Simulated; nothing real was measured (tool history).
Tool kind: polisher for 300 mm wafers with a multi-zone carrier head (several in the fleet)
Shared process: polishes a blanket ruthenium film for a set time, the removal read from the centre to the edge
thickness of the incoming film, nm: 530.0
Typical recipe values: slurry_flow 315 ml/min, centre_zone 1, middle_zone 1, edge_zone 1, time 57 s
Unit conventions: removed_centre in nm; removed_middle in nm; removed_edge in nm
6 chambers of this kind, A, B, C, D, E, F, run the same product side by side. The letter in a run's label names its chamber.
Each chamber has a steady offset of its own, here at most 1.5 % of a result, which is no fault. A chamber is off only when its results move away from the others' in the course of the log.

run	day	slurry_flow	centre_zone	middle_zone	edge_zone	time	removed_centre	removed_middle	removed_edge
1B	0.254	315	1	1	1	57	80.695	79.863	80.917
# day 0.267: chamber D: worn pad replaced by a new one
2A	0.421	315	1	1	1	57	81.195	80.402	79.524
3F	0.592	315	1	1	1	57	80.066	79.926	79.035
4D	0.733	315	1	1	1	57	81.07	80.574	79.624
5C	0.979	315	1	1	1	57	81.448	80.325	79.569
# day 1: chamber E: worn pad replaced by a new one
6E	1.221	315	1	1	1	57	80.625	80.221	78.886
7D	1.417	315	1	1	1	57	80.084	79.875	79.327
# day 1.5: chamber B: worn pad replaced by a new one
8F	1.554	315	1	1	1	57	80.432	80.539	79.763
# day 1.633: chamber F: slurry nozzle cleaned
# day 1.675: chamber F: worn pad replaced by a new one
# day 1.712: chamber A: worn pad replaced by a new one
9C	1.817	315	1	1	1	57	81.375	81.252	80.005
10E	1.967	315	1	1	1	57	80.254	79.323	79.803
11B	2.2	315	1	1	1	57	79.797	81.07	78.028
# day 2.254: chamber C: worn pad replaced by a new one
12A	2.458	315	0.96	1	1	57	78.159	79.785	80.259
13E	2.612	315	0.96	1	1	57	77.243	78.71	78.773
# day 2.638: chamber C: centre zone pressure recalibrated
# day 2.671: chamber D: worn pad replaced by a new one
# day 2.708: chamber A: edge zone pressure recalibrated
14B	2.842	315	0.96	1	1	57	77.235	79.663	80.26
15A	3.071	315	0.96	1	1	57	76.765	80.058	80.564
16D	3.221	315	0.96	1	1	57	76.828	81.141	79.324
17C	3.492	315	0.96	1	1	57	76.938	81.421	80.776
# day 3.712: chamber B: worn pad replaced by a new one
# day 3.729: chamber E: slurry nozzle cleaned
18F	3.788	315	1	1	1	57	80.594	81.117	80.612
19F	4.025	315	1	1	1	57	79.997	79.371	79.593
# day 4.029: chamber A: worn pad replaced by a new one
20A	4.188	315	1	1	1	39	55.921	54.261	55.18
21D	4.417	315	1	1	1	39	54.819	54.904	54.244
22C	4.679	315	1	1	1	39	55.363	54.426	54.549
23E	4.821	315	1	1	1	39	54.833	54.183	55.734
# day 4.921: chamber E: worn pad replaced by a new one
24B	4.975	315	1	1	1	39	54.953	55.078	54.854
# day 5.071: chamber D: worn pad replaced by a new one
# day 5.196: chamber C: slurry nozzle cleaned
25A	5.229	315	1	1	1	39	54.758	54.983	54.537
26E	5.371	315	1	1	1	57	80.654	79.362	79.453
# day 5.454: chamber F: worn pad replaced by a new one
27F	5.529	315	1	1	1	57	79.619	80.139	81.329
28C	5.679	315	1	1	1	57	81.027	79.659	79.88
29D	5.817	315	1	1	1	57	79.257	79.935	79.089
30B	5.958	315	1	1	1	57	80.014	80.816	80.296
31A	6.104	315	1	1	1	57	80.946	79.978	79.897
32C	6.246	315	1.09	1	1	68	106.26	95.438	95.064
# day 6.317: chamber B: worn pad replaced by a new one
33D	6.533	315	1.09	1	1	68	104.93	94.719	94.356
34E	6.725	315	1.09	1	1	68	105.47	94.836	96.986
# day 6.762: chamber A: worn pad replaced by a new one
# day 6.842: chamber C: worn pad replaced by a new one
35F	6.871	315	1.09	1	1	68	104.45	94.667	95.74
36B	7.158	315	1.09	1	1	68	105.4	97.429	94.104
# day 7.212: chamber D: worn pad replaced by a new one
37C	7.371	315	1.09	1	1	68	105.53	97.202	94.822
38F	7.521	315	1	1	1	57	79.777	81.152	80.334
39B	7.688	315	1	1	1	57	80.328	80.266	80.086
40A	7.892	315	1	1	1	57	80.712	80.629	80.251
41D	8.104	315	1	1	1	57	79.364	80.323	80.428
# day 8.108: chamber E: worn pad replaced by a new one
42E	8.342	315	1	1	1	57	80.537	80.094	80.026
43D	8.55	315	1	1	1	57	79.912	79.937	79.95
44C	8.75	315	1	1	1	57	81.051	80.93	79.956

Is one chamber off against the others, does the gauge drift, or is nothing wrong? If a chamber is off, say which, and what the likeliest cause is.

All chambers stay in line apart from their small fixed offsets, and the gauge does not drift.
